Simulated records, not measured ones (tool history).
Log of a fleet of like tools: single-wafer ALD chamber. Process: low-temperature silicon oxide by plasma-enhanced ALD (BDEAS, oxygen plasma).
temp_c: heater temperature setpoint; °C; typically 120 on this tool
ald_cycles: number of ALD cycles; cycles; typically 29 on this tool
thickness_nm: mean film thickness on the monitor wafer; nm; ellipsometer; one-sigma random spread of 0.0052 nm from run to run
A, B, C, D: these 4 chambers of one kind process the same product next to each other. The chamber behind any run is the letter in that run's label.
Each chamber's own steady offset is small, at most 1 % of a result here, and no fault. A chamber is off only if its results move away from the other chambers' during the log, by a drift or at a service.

run	day	temp_c	ald_cycles	read-back reference wafer on the same gauge, thickness_nm	thickness_nm
1C	0.221	120	29	3.6103	4.0054
2A	0.462	120	29	3.6115	4.0005
3B	0.629	120	29	3.6109	4.0197
4D	0.917	120	29	3.6111	3.993
5D	1.125	120	29	3.6133	3.989
6C	1.458	120	29	3.6134	4.0002
7B	1.654	120	29	3.6133	4.0187
8A	1.808	120	29	3.6141	4.0092
9A	2.171	120	29	3.6145	4.0023
10C	2.504	120	29	3.6143	4.0024
11B	2.667	120	29	3.6153	4.0242
12D	2.962	120	29	3.6154	3.9872
13C	3.308	120	29	3.6161	4.0028
14A	3.571	106	31	3.617	4.404
15D	3.904	106	31	3.6176	4.3855
16B	4.104	106	31	3.6186	4.4131
17D	4.458	106	31	3.6187	4.3753
18A	4.646	120	29	3.6193	4.014
19B	4.942	120	29	3.6194	4.0266
20C	5.254	120	29	3.6197	4.0113
21B	5.575	120	29	3.6204	4.0279
22C	5.846	120	29	3.6219	4.0084
23A	6.158	120	29	3.6203	4.0134
24D	6.5	120	29	3.6229	3.9943
25C	6.812	120	29	3.6231	4.0141
26D	7.021	120	29	3.6242	3.9998
27B	7.312	120	29	3.6242	4.0373
28A	7.629	126	34	3.6248	4.6545
29D	7.975	126	34	3.6246	4.6493
30A	8.217	126	34	3.6254	4.6586
31C	8.458	126	34	3.6255	4.6498
# day 8.625: chamber D: thermocouple changed; heater temperature recalibrated
32B	8.65	120	29	3.6265	4.0414
33C	8.812	120	25	3.6275	3.4657
34D	9.15	120	25	3.6279	3.4478
# day 9.196: chamber A: thermocouple changed; heater temperature recalibrated
35B	9.338	120	25	3.628	3.4811
36A	9.675	120	25	3.6279	3.4751
37D	9.846	120	29	3.628	4.0066

Decide between three cases: one chamber stands off from its peers, the gauge reading all wafers drifts, or nothing is wrong past each chamber's small offset. Where a chamber is off, say which and what most likely put it there.

The gauge drifts, so all chambers seem to drift together. No chamber is off.
Most likely cause: gauge reads high (%) = 0.536.
